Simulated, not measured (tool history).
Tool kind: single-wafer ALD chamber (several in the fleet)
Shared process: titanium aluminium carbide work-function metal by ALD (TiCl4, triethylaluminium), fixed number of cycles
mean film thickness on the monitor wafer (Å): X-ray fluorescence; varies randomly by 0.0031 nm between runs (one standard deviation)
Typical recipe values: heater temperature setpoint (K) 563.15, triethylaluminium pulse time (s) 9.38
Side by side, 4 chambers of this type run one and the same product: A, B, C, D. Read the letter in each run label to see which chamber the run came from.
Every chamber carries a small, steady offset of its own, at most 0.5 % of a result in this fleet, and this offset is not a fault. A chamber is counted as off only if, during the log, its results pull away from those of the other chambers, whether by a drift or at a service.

run	hour	heater temperature setpoint (K)	triethylaluminium pulse time (s)	read-back reference wafer on the same gauge, thickness_nm	mean film thickness on the monitor wafer (Å)
1C	5.2	563.15	9.38	2.0304	18.889
2A	9.9	563.15	9.38	2.0307	18.899
3D	14.5	563.15	9.38	2.0302	18.992
# hour 16.8: chamber D: triethylaluminium bottle replaced
4B	20.4	563.15	9.38	2.0312	18.954
5D	25.8	563.15	9.38	2.0309	19.028
6C	33.2	563.15	9.38	2.0311	18.964
7A	41.0	550.15	10.83	2.0322	18.115
8B	47.2	550.15	10.83	2.0327	18.152
9A	53.0	550.15	10.83	2.0335	18.104
10D	56.9	550.15	10.83	2.0326	18.231
11C	64.3	563.15	9.38	2.0333	18.889
12B	69.1	563.15	9.38	2.0345	18.977
13B	76.6	563.15	9.38	2.0347	19.014
14C	82.5	563.15	9.38	2.0343	18.908
15D	90.3	563.15	9.38	2.0349	19.114
16A	98.8	563.15	9.38	2.0355	18.973
17C	104.5	563.15	9.38	2.0359	18.954
18D	109.8	563.15	9.38	2.0358	19.092
19B	113.5	563.15	9.38	2.0368	19.016
20A	118.9	563.15	9.38	2.0377	19.030
# hour 120.9: chamber A: triethylaluminium bottle replaced
21D	126.4	563.15	9.38	2.0370	19.175
22B	130.6	563.15	9.38	2.0375	19.071
23A	136.1	563.15	12.29	2.0378	19.477
24C	142.4	563.15	12.29	2.0384	19.466
25D	150.1	563.15	12.29	2.0378	19.615
26A	154.6	563.15	12.29	2.0390	19.486
27C	162.3	563.15	9.38	2.0395	19.007
28B	169.3	563.15	9.38	2.0396	19.042
29B	174.4	569.15	12.68	2.0391	20.123
30D	180.3	569.15	12.68	2.0397	20.219
31A	188.6	569.15	12.68	2.0402	20.098
32C	195.4	569.15	12.68	2.0409	20.018
33A	202.2	563.15	9.38	2.0412	19.039
34C	209.7	563.15	9.38	2.0416	18.984
35B	213.8	576.15	5.73	2.0414	18.183
36D	221.1	576.15	5.73	2.0428	18.093
37B	225.3	576.15	5.73	2.0431	18.215
38D	230.6	576.15	5.73	2.0425	18.144
39A	234.9	568.15	7.82	2.0420	18.927
40C	240.4	568.15	7.82	2.0433	18.874

Predict what each chamber gives when all 4 of them run the settings below next.
41A	246.5	563.15	10.75		?
41B	246.5	563.15	10.75		?
41C	246.5	563.15	10.75		?
41D	246.5	563.15	10.75		?

run	mean film thickness on the monitor wafer (Å)
41A	19.391
41B	19.461
41C	19.263
41D	19.474
